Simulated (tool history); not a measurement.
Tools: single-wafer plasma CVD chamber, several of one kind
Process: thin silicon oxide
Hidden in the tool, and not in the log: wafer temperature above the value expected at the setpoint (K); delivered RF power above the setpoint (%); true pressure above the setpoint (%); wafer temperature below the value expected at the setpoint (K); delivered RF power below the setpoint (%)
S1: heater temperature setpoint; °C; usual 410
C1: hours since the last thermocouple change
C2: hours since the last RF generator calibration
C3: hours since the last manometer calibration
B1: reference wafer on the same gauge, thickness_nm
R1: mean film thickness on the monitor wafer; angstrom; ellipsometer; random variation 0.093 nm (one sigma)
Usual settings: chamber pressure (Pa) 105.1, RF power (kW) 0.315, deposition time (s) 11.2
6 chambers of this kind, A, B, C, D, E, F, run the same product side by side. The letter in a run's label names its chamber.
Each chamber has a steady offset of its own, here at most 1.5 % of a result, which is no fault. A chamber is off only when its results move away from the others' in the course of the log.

{"run": "1F", "hour": 9.6, "S1": 410, "chamber pressure (Pa)": 105.1, "RF power (kW)": 0.315, "deposition time (s)": 11.2, "C1": 2346.9, "C2": 305.1, "C3": 1127.8, "B1": 24.118, "R1": 204.43}
{"run": "2E", "hour": 19.8, "S1": 410, "chamber pressure (Pa)": 105.1, "RF power (kW)": 0.315, "deposition time (s)": 11.2, "C1": 999.5, "C2": 412.2, "C3": 1314.9, "B1": 24.128, "R1": 202.63}
{"run": "3C", "hour": 30.1, "S1": 410, "chamber pressure (Pa)": 105.1, "RF power (kW)": 0.315, "deposition time (s)": 11.2, "C1": 2102.1, "C2": 946.0, "C3": 522.4, "B1": 24.099, "R1": 202.92}
{"run": "4A", "hour": 38.3, "S1": 410, "chamber pressure (Pa)": 105.1, "RF power (kW)": 0.315, "deposition time (s)": 11.2, "C1": 566.8, "C2": 639.5, "C3": 1287.9, "B1": 24.1, "R1": 206.94}
{"run": "5D", "hour": 45.2, "S1": 410, "chamber pressure (Pa)": 105.1, "RF power (kW)": 0.315, "deposition time (s)": 11.2, "C1": 940.9, "C2": 97.5, "C3": 599.9, "B1": 24.1, "R1": 204.57}
{"run": "6B", "hour": 53.4, "S1": 410, "chamber pressure (Pa)": 105.1, "RF power (kW)": 0.315, "deposition time (s)": 11.2, "C1": 1025.3, "C2": 973.5, "C3": 231.5, "B1": 24.107, "R1": 204.52}
{"run": "7F", "hour": 61.6, "S1": 410, "chamber pressure (Pa)": 105.1, "RF power (kW)": 0.355, "deposition time (s)": 11.2, "C1": 2398.9, "C2": 357.1, "C3": 1179.8, "B1": 24.079, "R1": 213.93}
{"run": "8E", "hour": 68.5, "S1": 410, "chamber pressure (Pa)": 105.1, "RF power (kW)": 0.355, "deposition time (s)": 11.2, "C1": 1048.2, "C2": 460.9, "C3": 1363.6, "B1": 24.102, "R1": 214.68}
{"run": "9D", "hour": 78.4, "S1": 410, "chamber pressure (Pa)": 105.1, "RF power (kW)": 0.355, "deposition time (s)": 11.2, "C1": 974.1, "C2": 130.7, "C3": 633.1, "B1": 24.106, "R1": 213.48}
{"run": "10B", "hour": 86.3, "S1": 410, "chamber pressure (Pa)": 105.1, "RF power (kW)": 0.355, "deposition time (s)": 11.2, "C1": 1058.2, "C2": 1006.4, "C3": 264.4, "B1": 24.069, "R1": 214.85}
{"run": "11A", "hour": 96.3, "S1": 410, "chamber pressure (Pa)": 105.1, "RF power (kW)": 0.355, "deposition time (s)": 11.2, "C1": 624.8, "C2": 697.5, "C3": 1345.9, "B1": 24.122, "R1": 217.53}
{"run": "12C", "hour": 104.1, "S1": 410, "chamber pressure (Pa)": 105.1, "RF power (kW)": 0.355, "deposition time (s)": 11.2, "C1": 2176.1, "C2": 1020.0, "C3": 596.4, "B1": 24.114, "R1": 212.33}
{"run": "13A", "hour": 113.0, "S1": 410, "chamber pressure (Pa)": 124.1, "RF power (kW)": 0.315, "deposition time (s)": 9.6, "C1": 641.5, "C2": 714.2, "C3": 1362.6, "B1": 24.096, "R1": 203.21}
{"hour": 119.7, "done": "chamber E: thermocouple changed; heater temperature recalibrated"}
{"run": "14F", "hour": 120.0, "S1": 410, "chamber pressure (Pa)": 124.1, "RF power (kW)": 0.315, "deposition time (s)": 9.6, "C1": 2457.3, "C2": 415.5, "C3": 1238.2, "B1": 24.07, "R1": 202.97}
{"run": "15D", "hour": 129.7, "S1": 410, "chamber pressure (Pa)": 124.1, "RF power (kW)": 0.315, "deposition time (s)": 9.6, "C1": 1025.4, "C2": 182.0, "C3": 684.4, "B1": 24.089, "R1": 202.58}
{"hour": 131.9, "done": "chamber E: capacitance manometer re-zeroed and calibrated"}
{"run": "16E", "hour": 136.3, "S1": 410, "chamber pressure (Pa)": 124.1, "RF power (kW)": 0.315, "deposition time (s)": 9.6, "C1": 16.7, "C2": 528.7, "C3": 4.5, "B1": 24.11, "R1": 210.29}
{"run": "17B", "hour": 147.6, "S1": 410, "chamber pressure (Pa)": 124.1, "RF power (kW)": 0.315, "deposition time (s)": 9.6, "C1": 1119.5, "C2": 1067.7, "C3": 325.7, "B1": 24.145, "R1": 202.84}
{"run": "18C", "hour": 153.0, "S1": 410, "chamber pressure (Pa)": 124.1, "RF power (kW)": 0.315, "deposition time (s)": 9.6, "C1": 2225.0, "C2": 1068.9, "C3": 645.3, "B1": 24.099, "R1": 203.06}
{"run": "19B", "hour": 159.7, "S1": 410, "chamber pressure (Pa)": 105.1, "RF power (kW)": 0.315, "deposition time (s)": 11.2, "C1": 1131.6, "C2": 1079.8, "C3": 337.8, "B1": 24.079, "R1": 205.19}
{"run": "20C", "hour": 165.4, "S1": 410, "chamber pressure (Pa)": 105.1, "RF power (kW)": 0.315, "deposition time (s)": 11.2, "C1": 2237.4, "C2": 1081.3, "C3": 657.7, "B1": 24.085, "R1": 202.2}
{"run": "21E", "hour": 175.8, "S1": 419, "chamber pressure (Pa)": 105.1, "RF power (kW)": 0.255, "deposition time (s)": 11.2, "C1": 56.2, "C2": 568.2, "C3": 44.0, "B1": 24.1, "R1": 193.6}
{"run": "22F", "hour": 187.5, "S1": 419, "chamber pressure (Pa)": 105.1, "RF power (kW)": 0.255, "deposition time (s)": 11.2, "C1": 2524.8, "C2": 483.0, "C3": 1305.7, "B1": 24.104, "R1": 187.7}
{"run": "23D", "hour": 192.9, "S1": 419, "chamber pressure (Pa)": 105.1, "RF power (kW)": 0.255, "deposition time (s)": 11.2, "C1": 1088.6, "C2": 245.2, "C3": 747.6, "B1": 24.091, "R1": 187.54}
{"run": "24A", "hour": 200.8, "S1": 419, "chamber pressure (Pa)": 105.1, "RF power (kW)": 0.255, "deposition time (s)": 11.2, "C1": 729.3, "C2": 802.0, "C3": 1450.4, "B1": 24.127, "R1": 187.77}
{"run": "25E", "hour": 210.1, "S1": 419, "chamber pressure (Pa)": 105.1, "RF power (kW)": 0.255, "deposition time (s)": 11.2, "C1": 90.5, "C2": 602.5, "C3": 78.3, "B1": 24.112, "R1": 193.75}
{"run": "26D", "hour": 219.4, "S1": 419, "chamber pressure (Pa)": 105.1, "RF power (kW)": 0.255, "deposition time (s)": 11.2, "C1": 1115.1, "C2": 271.7, "C3": 774.1, "B1": 24.091, "R1": 185.31}
{"hour": 221.0, "done": "chamber F: thermocouple changed; heater temperature recalibrated"}
{"run": "27B", "hour": 225.1, "S1": 410, "chamber pressure (Pa)": 105.1, "RF power (kW)": 0.315, "deposition time (s)": 11.2, "C1": 1197.0, "C2": 1145.2, "C3": 403.2, "B1": 24.087, "R1": 204.63}
{"run": "28C", "hour": 231.5, "S1": 410, "chamber pressure (Pa)": 105.1, "RF power (kW)": 0.315, "deposition time (s)": 11.2, "C1": 2303.5, "C2": 1147.4, "C3": 723.8, "B1": 24.083, "R1": 203.01}
{"run": "29F", "hour": 238.8, "S1": 410, "chamber pressure (Pa)": 105.1, "RF power (kW)": 0.315, "deposition time (s)": 11.2, "C1": 17.9, "C2": 534.3, "C3": 1357.0, "B1": 24.091, "R1": 205.14}
{"run": "30A", "hour": 247.5, "S1": 410, "chamber pressure (Pa)": 130.5, "RF power (kW)": 0.26, "deposition time (s)": 11.2, "C1": 776.0, "C2": 848.7, "C3": 1497.1, "B1": 24.108, "R1": 229.09}
{"run": "31E", "hour": 257.5, "S1": 410, "chamber pressure (Pa)": 130.5, "RF power (kW)": 0.26, "deposition time (s)": 11.2, "C1": 137.9, "C2": 649.9, "C3": 125.7, "B1": 24.087, "R1": 237.47}
{"run": "32A", "hour": 262.9, "S1": 410, "chamber pressure (Pa)": 130.5, "RF power (kW)": 0.26, "deposition time (s)": 11.2, "C1": 791.4, "C2": 864.1, "C3": 1512.5, "B1": 24.123, "R1": 229.12}
{"run": "33B", "hour": 269.0, "S1": 410, "chamber pressure (Pa)": 130.5, "RF power (kW)": 0.26, "deposition time (s)": 11.2, "C1": 1240.9, "C2": 1189.1, "C3": 447.1, "B1": 24.103, "R1": 229.09}
{"run": "34D", "hour": 279.4, "S1": 410, "chamber pressure (Pa)": 130.5, "RF power (kW)": 0.26, "deposition time (s)": 11.2, "C1": 1175.1, "C2": 331.7, "C3": 834.1, "B1": 24.124, "R1": 225.77}
{"run": "35F", "hour": 291.4, "S1": 410, "chamber pressure (Pa)": 130.5, "RF power (kW)": 0.26, "deposition time (s)": 11.2, "C1": 70.5, "C2": 586.9, "C3": 1409.6, "B1": 24.077, "R1": 229.52}
{"run": "36C", "hour": 302.9, "S1": 410, "chamber pressure (Pa)": 105.1, "RF power (kW)": 0.315, "deposition time (s)": 11.2, "C1": 2374.9, "C2": 1218.8, "C3": 795.2, "B1": 24.096, "R1": 202.38}
{"run": "37B", "hour": 310.7, "S1": 416, "chamber pressure (Pa)": 105.1, "RF power (kW)": 0.285, "deposition time (s)": 11.2, "C1": 1282.6, "C2": 1230.8, "C3": 488.8, "B1": 24.087, "R1": 196.2}
{"run": "38A", "hour": 320.8, "S1": 416, "chamber pressure (Pa)": 105.1, "RF power (kW)": 0.285, "deposition time (s)": 11.2, "C1": 849.3, "C2": 922.0, "C3": 1570.4, "B1": 24.087, "R1": 198.8}

Is one chamber off against the others, does the gauge drift, or is nothing wrong? If a chamber is off, say which, and what the likeliest cause is.

A service left chamber E off against the others.
Cause: true pressure above the setpoint (%) = 4.88.

Here are 4 candidates for chamber E's next run, each the usual settings with a change, their results left as question marks. Which one brings its results back in line with what the others give on the usual settings?
In line means no further than this from the other chambers' mean on the usual settings: R1 3.20 angstrom
{"run": "39E-1", "hour": 329.6, "S1": 410, "chamber pressure (Pa)": 107.7, "RF power (kW)": 0.315, "deposition time (s)": 11.4, "R1": "?"}
{"run": "39E-2", "hour": 329.6, "S1": 410, "chamber pressure (Pa)": 111.5, "RF power (kW)": 0.315, "deposition time (s)": 11.7, "R1": "?"}
{"run": "39E-3", "hour": 329.6, "S1": 412, "chamber pressure (Pa)": 105.1, "RF power (kW)": 0.26, "deposition time (s)": 11.2, "R1": "?"}
{"run": "39E-4", "hour": 329.6, "S1": 410, "chamber pressure (Pa)": 99.9, "RF power (kW)": 0.315, "deposition time (s)": 11.2, "R1": "?"}

The other chambers' mean on the usual settings: R1 204.73 angstrom
run=39E-1 R1=223.30
run=39E-2 R1=235.86
run=39E-3 R1=197.60
run=39E-4 R1=204.70
39E-4 brings the chamber back in line.
